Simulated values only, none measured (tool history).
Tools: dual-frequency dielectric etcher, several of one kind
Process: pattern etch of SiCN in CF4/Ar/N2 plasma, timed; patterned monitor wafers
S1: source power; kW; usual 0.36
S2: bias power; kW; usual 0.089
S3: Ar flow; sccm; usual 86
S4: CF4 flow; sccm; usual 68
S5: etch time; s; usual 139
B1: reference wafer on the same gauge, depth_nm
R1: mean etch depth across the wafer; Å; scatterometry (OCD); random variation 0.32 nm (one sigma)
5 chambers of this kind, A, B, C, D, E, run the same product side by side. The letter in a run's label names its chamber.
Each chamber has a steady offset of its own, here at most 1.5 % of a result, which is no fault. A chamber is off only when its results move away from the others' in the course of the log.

| run | hour | S1 | S2 | S3 | S4 | S5 | B1 | R1 |
|---|---|---|---|---|---|---|---|---|
| 1B | 7.4 | 0.36 | 0.089 | 86 | 68 | 139 | 105.05 | 1097.5 |
| 2E | 15.8 | 0.36 | 0.089 | 86 | 68 | 139 | 105 | 1080.5 |
| 3A | 20.1 | 0.36 | 0.089 | 86 | 68 | 139 | 105.02 | 1064.7 |
| 4C | 26.7 | 0.36 | 0.089 | 86 | 68 | 139 | 105.02 | 1087.3 |
| 5D | 33.4 | 0.36 | 0.089 | 86 | 68 | 139 | 105.11 | 1085.3 |
| 6A | 41.6 | 0.36 | 0.089 | 86 | 68 | 139 | 104.96 | 1068.4 |
|  | 43.9 | chamber D: Ar flow controller replaced |
|  | 49.2 | chamber E: CF4 flow controller replaced |
| 7E | 49.5 | 0.36 | 0.089 | 86 | 68 | 139 | 105.04 | 1077.9 |
| 8C | 55.9 | 0.36 | 0.089 | 86 | 68 | 139 | 105 | 1091.1 |
| 9D | 62.7 | 0.36 | 0.089 | 86 | 68 | 139 | 104.97 | 1078.8 |
| 10B | 68.3 | 0.36 | 0.089 | 86 | 68 | 139 | 104.96 | 1084 |
| 11B | 75.2 | 0.36 | 0.089 | 86 | 68 | 139 | 104.99 | 1079.9 |
| 12A | 81.9 | 0.36 | 0.089 | 86 | 68 | 139 | 105.01 | 1068.6 |
| 13D | 90.4 | 0.36 | 0.089 | 86 | 68 | 139 | 104.99 | 1082.9 |
| 14C | 96.2 | 0.36 | 0.089 | 86 | 68 | 139 | 105.02 | 1089.1 |
| 15E | 100.6 | 0.36 | 0.089 | 86 | 68 | 139 | 105.02 | 1075.5 |
| 16E | 106.5 | 0.36 | 0.089 | 86 | 68 | 139 | 104.98 | 1072.6 |
| 17C | 111 | 0.36 | 0.089 | 86 | 68 | 139 | 104.94 | 1087.9 |
| 18D | 118.4 | 0.33 | 0.089 | 86 | 81 | 139 | 104.98 | 1025.6 |
| 19B | 126.4 | 0.33 | 0.089 | 86 | 81 | 139 | 104.96 | 1010.4 |
|  | 127.4 | chamber E: source power generator calibrated |
| 20A | 132.2 | 0.33 | 0.089 | 86 | 81 | 139 | 104.95 | 1010.9 |
| 21D | 139.2 | 0.33 | 0.089 | 86 | 81 | 139 | 104.97 | 1035.2 |
| 22E | 143.1 | 0.33 | 0.089 | 86 | 81 | 139 | 105 | 1015.8 |
| 23A | 149.6 | 0.36 | 0.089 | 86 | 68 | 139 | 104.99 | 1068.4 |
|  | 151 | chamber B: wet clean of the chamber |
| 24C | 156.7 | 0.39 | 0.099 | 86 | 68 | 139 | 105.02 | 1208.8 |
| 25B | 161.6 | 0.39 | 0.099 | 86 | 68 | 139 | 105.06 | 1185.8 |
| 26E | 165.7 | 0.39 | 0.099 | 86 | 68 | 139 | 105.05 | 1197.5 |
| 27D | 170.6 | 0.39 | 0.099 | 86 | 68 | 139 | 105.07 | 1204.9 |
| 28B | 179.3 | 0.39 | 0.099 | 86 | 68 | 139 | 104.92 | 1175 |
| 29C | 185.2 | 0.36 | 0.089 | 86 | 68 | 139 | 104.93 | 1087.8 |
| 30A | 194 | 0.36 | 0.089 | 86 | 68 | 139 | 104.99 | 1067.6 |

All 5 chambers run these settings next. Forecast each chamber's results:
| 31A | 200.4 | 0.36 | 0.089 | 100 | 68 | 139 |  | ? |
| 31B | 200.4 | 0.36 | 0.089 | 100 | 68 | 139 |  | ? |
| 31C | 200.4 | 0.36 | 0.089 | 100 | 68 | 139 |  | ? |
| 31D | 200.4 | 0.36 | 0.089 | 100 | 68 | 139 |  | ? |
| 31E | 200.4 | 0.36 | 0.089 | 100 | 68 | 139 |  | ? |

| run | R1 |
|---|---|
| 31A | 1046.7 |
| 31B | 1033.4 |
| 31C | 1069.5 |
| 31D | 1060.7 |
| 31E | 1049.8 |
